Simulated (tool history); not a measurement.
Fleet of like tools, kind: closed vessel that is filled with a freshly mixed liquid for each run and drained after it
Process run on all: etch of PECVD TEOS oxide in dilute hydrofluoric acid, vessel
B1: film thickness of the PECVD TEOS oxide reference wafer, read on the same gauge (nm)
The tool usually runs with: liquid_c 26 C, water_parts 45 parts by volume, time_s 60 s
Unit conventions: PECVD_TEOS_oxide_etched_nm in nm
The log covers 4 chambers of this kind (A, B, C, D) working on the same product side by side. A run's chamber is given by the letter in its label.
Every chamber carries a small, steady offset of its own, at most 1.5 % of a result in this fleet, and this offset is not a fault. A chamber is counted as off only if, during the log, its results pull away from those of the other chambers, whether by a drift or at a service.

run 1D hour=8.3 | liquid_c=26 water_parts=45 time_s=60 | B1=100.03 | PECVD_TEOS_oxide_etched_nm=29.332
run 2A hour=17 | liquid_c=26 water_parts=45 time_s=60 | B1=99.992 | PECVD_TEOS_oxide_etched_nm=28.707
run 3C hour=27.6 | liquid_c=26 water_parts=45 time_s=60 | B1=100.03 | PECVD_TEOS_oxide_etched_nm=29.112
run 4B hour=37.8 | liquid_c=26 water_parts=45 time_s=60 | B1=100 | PECVD_TEOS_oxide_etched_nm=29.272
-- hour=46.9 chamber A: thermometer replaced
run 5A hour=49.7 | liquid_c=26 water_parts=45 time_s=60 | B1=99.968 | PECVD_TEOS_oxide_etched_nm=28.543
run 6C hour=60.1 | liquid_c=26 water_parts=45 time_s=60 | B1=100.02 | PECVD_TEOS_oxide_etched_nm=29.408
run 7D hour=69.6 | liquid_c=26 water_parts=45 time_s=60 | B1=99.996 | PECVD_TEOS_oxide_etched_nm=29.685
run 8B hour=79 | liquid_c=26 water_parts=45 time_s=60 | B1=100.04 | PECVD_TEOS_oxide_etched_nm=29.539
run 9C hour=89.2 | liquid_c=26 water_parts=45 time_s=60 | B1=100.04 | PECVD_TEOS_oxide_etched_nm=29.057
run 10A hour=96.9 | liquid_c=26 water_parts=45 time_s=60 | B1=100.04 | PECVD_TEOS_oxide_etched_nm=28.75
run 11D hour=104.4 | liquid_c=23.5 water_parts=45 time_s=60 | B1=99.995 | PECVD_TEOS_oxide_etched_nm=27.027
run 12B hour=110.6 | liquid_c=23.5 water_parts=45 time_s=60 | B1=100.04 | PECVD_TEOS_oxide_etched_nm=26.456
run 13B hour=121.7 | liquid_c=23.5 water_parts=45 time_s=60 | B1=99.993 | PECVD_TEOS_oxide_etched_nm=26.124
run 14D hour=134.7 | liquid_c=23.5 water_parts=45 time_s=60 | B1=99.956 | PECVD_TEOS_oxide_etched_nm=26.771
run 15C hour=145.2 | liquid_c=26 water_parts=45 time_s=60 | B1=100.02 | PECVD_TEOS_oxide_etched_nm=29.123
run 16A hour=155.7 | liquid_c=26 water_parts=40 time_s=30 | B1=100.02 | PECVD_TEOS_oxide_etched_nm=16.429
run 17D hour=169.5 | liquid_c=26 water_parts=40 time_s=30 | B1=99.995 | PECVD_TEOS_oxide_etched_nm=17.2
run 18B hour=182.2 | liquid_c=26 water_parts=40 time_s=30 | B1=100.01 | PECVD_TEOS_oxide_etched_nm=16.674
run 19A hour=189.2 | liquid_c=26 water_parts=40 time_s=30 | B1=99.984 | PECVD_TEOS_oxide_etched_nm=16.463
run 20C hour=200.7 | liquid_c=26 water_parts=45 time_s=60 | B1=100.01 | PECVD_TEOS_oxide_etched_nm=29.103
run 21B hour=210.4 | liquid_c=26 water_parts=45 time_s=60 | B1=99.992 | PECVD_TEOS_oxide_etched_nm=29.383
run 22A hour=222.3 | liquid_c=30.5 water_parts=45 time_s=85 | B1=100.03 | PECVD_TEOS_oxide_etched_nm=49.597
run 23D hour=231.4 | liquid_c=30.5 water_parts=45 time_s=85 | B1=99.983 | PECVD_TEOS_oxide_etched_nm=52.637
run 24C hour=244 | liquid_c=30.5 water_parts=45 time_s=85 | B1=100.03 | PECVD_TEOS_oxide_etched_nm=49.223
run 25A hour=253.4 | liquid_c=30.5 water_parts=45 time_s=85 | B1=99.95 | PECVD_TEOS_oxide_etched_nm=48.703
run 26C hour=261.2 | liquid_c=26 water_parts=45 time_s=60 | B1=99.99 | PECVD_TEOS_oxide_etched_nm=29.235

Predict what each chamber gives when all 4 of them run the settings below next.
run 27A hour=271.1 | liquid_c=26 water_parts=50 time_s=60 | PECVD_TEOS_oxide_etched_nm=?
run 27B hour=271.1 | liquid_c=26 water_parts=50 time_s=60 | PECVD_TEOS_oxide_etched_nm=?
run 27C hour=271.1 | liquid_c=26 water_parts=50 time_s=60 | PECVD_TEOS_oxide_etched_nm=?
run 27D hour=271.1 | liquid_c=26 water_parts=50 time_s=60 | PECVD_TEOS_oxide_etched_nm=?

run=27A PECVD_TEOS_oxide_etched_nm=25.833
run=27B PECVD_TEOS_oxide_etched_nm=25.756
run=27C PECVD_TEOS_oxide_etched_nm=26.335
run=27D PECVD_TEOS_oxide_etched_nm=28.151

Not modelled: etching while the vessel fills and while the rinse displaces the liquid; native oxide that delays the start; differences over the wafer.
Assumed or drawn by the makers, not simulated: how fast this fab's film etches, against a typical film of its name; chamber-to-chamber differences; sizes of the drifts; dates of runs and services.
